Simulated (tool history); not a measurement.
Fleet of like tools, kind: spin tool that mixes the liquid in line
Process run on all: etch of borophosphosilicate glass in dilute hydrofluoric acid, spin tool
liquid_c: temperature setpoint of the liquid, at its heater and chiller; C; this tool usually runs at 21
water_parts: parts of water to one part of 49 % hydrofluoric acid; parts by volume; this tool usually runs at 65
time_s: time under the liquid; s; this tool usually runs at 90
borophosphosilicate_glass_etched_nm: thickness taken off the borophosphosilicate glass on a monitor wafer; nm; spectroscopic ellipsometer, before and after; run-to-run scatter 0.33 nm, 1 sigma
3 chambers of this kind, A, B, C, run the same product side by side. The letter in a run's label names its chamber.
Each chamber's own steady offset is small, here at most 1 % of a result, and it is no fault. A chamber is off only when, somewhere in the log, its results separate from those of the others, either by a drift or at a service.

run     day  liquid_c  water_parts  time_s  hours since the thermometer was replaced  hours since the hydrofluoric acid flow meter was replaced  read-back film thickness of the borophosphosilicate glass reference wafer, read on the same gauge (nm)  borophosphosilicate_glass_etched_nm
 1A     0.3        21           65      90                                     834.6                                                      924.6                                                                                                  69.983                                38.74
 2C   0.679        21           65      90                                      45.6                                                      574.4                                                                                                  70.001                                38.07
 3B     1.1        21           65      90                                    1448.4                                                      583.1                                                                                                  70.004                               38.849
 4A   1.433        21           65      90                                     861.8                                                      951.8                                                                                                  69.966                               38.137
 5B   1.838        17           65      90                                    1466.1                                                      600.8                                                                                                  69.982                               32.354
 6C   2.279        17           65      90                                        84                                                      612.8                                                                                                  70.021                               32.748
 7C   2.521        17           65      90                                      89.8                                                      618.6                                                                                                  69.989                               32.356
 8A   2.933        21           65      90                                     897.8                                                      987.8                                                                                                  70.003                               38.314
 9B   3.138        21           65      90                                    1497.3                                                        632                                                                                                   69.99                               38.417
10B   3.533        21           65      90                                    1506.8                                                      641.5                                                                                                  69.974                               38.704
11A   3.854        21           55      90                                     919.9                                                     1009.9                                                                                                  70.003                               46.472
12C   4.192        21           55      90                                     129.9                                                      658.7                                                                                                  70.018                               45.249
13B   4.575        21           55      90                                    1531.8                                                      666.5                                                                                                  70.002                               46.633
14A   5.029        21           65      90                                     948.1                                                     1038.1                                                                                                  70.032                               37.254
15C   5.433        21           65      90                                     159.7                                                      688.5                                                                                                   69.99                               38.062
16B   5.875        21           65     115                                      1563                                                      697.7                                                                                                  69.997                               48.435
17A   6.108        21           65     115                                       974                                                       1064                                                                                                   69.97                               47.593
18C   6.383        21           65     115                                     182.5                                                      711.3                                                                                                  69.991                               48.836
19B   6.792        21           65      90                                      1585                                                      719.7                                                                                                  70.009                               38.822
20C   7.146        21           80      90                                     200.8                                                      729.6                                                                                                   70.01                               30.496
21A   7.379        21           80      90                                    1004.5                                                     1094.5                                                                                                  69.996                                29.12
22B   7.783        21           80      90                                    1608.8                                                      743.5                                                                                                  70.004                               30.843
23A   8.179        21           65      90                                    1023.7                                                     1113.7                                                                                                  69.973                               36.477
24C   8.538        21           65      90                                     234.2                                                        763                                                                                                  69.977                               38.182
25C   8.838        21           65      90                                     241.4                                                      770.2                                                                                                  70.003                               37.864
26B   9.138        21           80      55                                    1641.3                                                        776                                                                                                  69.989                               18.541
27A   9.446        21           80      55                                    1054.1                                                     1144.1                                                                                                  70.021                               17.449
28A   9.721        21           80      55                                    1060.7                                                     1150.7                                                                                                  70.025                               17.448
29C  10.092        21           65      45                                     271.5                                                      800.3                                                                                                   69.98                               19.133
30B  10.458        21           65      45                                      1673                                                      807.7                                                                                                  70.011                               19.307
31A    10.7        21           65      45                                    1084.2                                                     1174.2                                                                                                  70.012                               17.653
32B  11.083        21           65      90                                      1688                                                      822.7                                                                                                  69.994                               39.136
33C  11.404        21           65      90                                       303                                                      831.8                                                                                                  69.972                                38.49

Each of the 3 chambers runs these same settings next. Fill in every chamber's results:
34A  11.733        21           65      55                                                                                                                                                                                                                                                 ?
34B  11.733        21           65      55                                                                                                                                                                                                                                                 ?
34C  11.733        21           65      55                                                                                                                                                                                                                                                 ?

run  borophosphosilicate_glass_etched_nm
34A                               21.018
34B                                23.26
34C                               23.278
